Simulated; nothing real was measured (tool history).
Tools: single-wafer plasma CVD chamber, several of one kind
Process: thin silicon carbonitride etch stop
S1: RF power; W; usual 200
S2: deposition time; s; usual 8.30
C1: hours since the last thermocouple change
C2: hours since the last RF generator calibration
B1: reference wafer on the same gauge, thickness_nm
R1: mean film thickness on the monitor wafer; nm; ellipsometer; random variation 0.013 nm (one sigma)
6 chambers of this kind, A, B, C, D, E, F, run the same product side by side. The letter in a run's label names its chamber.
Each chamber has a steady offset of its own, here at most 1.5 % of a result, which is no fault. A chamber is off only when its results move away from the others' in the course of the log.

run   hour   S1    S2      C1      C2      B1      R1
       6.6  -- chamber C: thermocouple changed; heater temperature recalibrated
 1C    8.3  200  8.30     1.7  1292.0  5.2298  4.6886
 2E   18.0  200  8.30   497.6   159.1  5.2308  4.7163
 3D   24.7  200  8.30  1250.1   152.6  5.2325  4.7430
 4F   33.1  200  8.30   972.0  1771.3  5.2310  4.7039
 5B   39.9  200  8.30   311.1   602.9  5.2277  4.7274
 6A   48.7  200  8.30  1170.7  1060.5  5.2299  4.7158
 7F   59.0  225  8.97   997.9  1797.2  5.2317  5.2441
 8A   64.1  225  8.97  1186.1  1075.9  5.2319  5.2914
 9C   71.8  225  8.97    65.2  1355.5  5.2277  5.2257
      80.0  -- chamber F: thermocouple changed; heater temperature recalibrated
10E   82.3  225  8.97   561.9   223.4  5.2295  5.2995
11B   89.0  225  8.97   360.2   652.0  5.2306  5.2839
12D   96.3  225  8.97  1321.7   224.2  5.2295  5.3541
13E  101.7  200  8.30   581.3   242.8  5.2308  4.7111
14D  108.4  200  8.30  1333.8   236.3  5.2291  4.7645
15B  119.5  200  8.30   390.7   682.5  5.2323  4.7463
16F  125.0  200  8.30    45.1  1863.2  5.2310  4.6784
17C  131.5  200  8.30   124.9  1415.2  5.2289  4.6866
18A  138.6  200  8.30  1260.6  1150.4  5.2301  4.7345
19B  149.4  200  8.30   420.6   712.4  5.2326  4.7058
20E  156.1  200  8.30   635.7   297.2  5.2295  4.7343
21A  165.9  200  8.30  1287.9  1177.7  5.2307  4.7064
22F  177.2  200  8.30    97.3  1915.4  5.2287  4.7096
23D  187.4  200  8.30  1412.8   315.3  5.2317  4.7664
24C  195.3  200  8.30   188.7  1479.0  5.2310  4.6869
25A  204.5  200  8.30  1326.5  1216.3  5.2308  4.7363
26D  210.8  200  8.30  1436.2   338.7  5.2325  4.7304
27E  216.7  200  8.30   696.3   357.8  5.2304  4.7197
28C  223.7  200  8.30   217.1  1507.4  5.2247  4.6918
29B  233.2  200  8.30   504.4   796.2  5.2302  4.7193
30F  238.3  200  8.30   158.4  1976.5  5.2326  4.7081
31A  247.9  200  8.30  1369.9  1259.7  5.2288  4.7163
32F  259.5  200  8.30   179.6  1997.7  5.2293  4.7048
33E  268.4  200  8.30   748.0   409.5  5.2297  4.7041
34B  278.7  200  8.30   549.9   841.7  5.2316  4.7285
35D  288.2  200  8.30  1513.6   416.1  5.2259  4.7864
36C  299.7  200  8.30   293.1  1583.4  5.2319  4.6745
37F  309.1  200  8.30   229.2  2047.3  5.2301  4.6905
38B  315.2  200  8.30   586.4   878.2  5.2302  4.7432
39A  320.6  200  8.30  1442.6  1332.4  5.2319  4.7301
40D  326.5  200  8.30  1551.9   454.4  5.2343  4.7364
41C  331.7  200  8.30   325.1  1615.4  5.2289  4.6655
42E  343.1  200  8.30   822.7   484.2  5.2322  4.7026
43D  354.6  200  8.30  1580.0   482.5  5.2293  4.7617

What goes on in this fleet: one chamber off, a drifting gauge, or nothing beyond the chambers' own small offsets? Name the chamber and the cause, if any.

No chamber stands off beyond its own small offset, and the gauge holds steady.
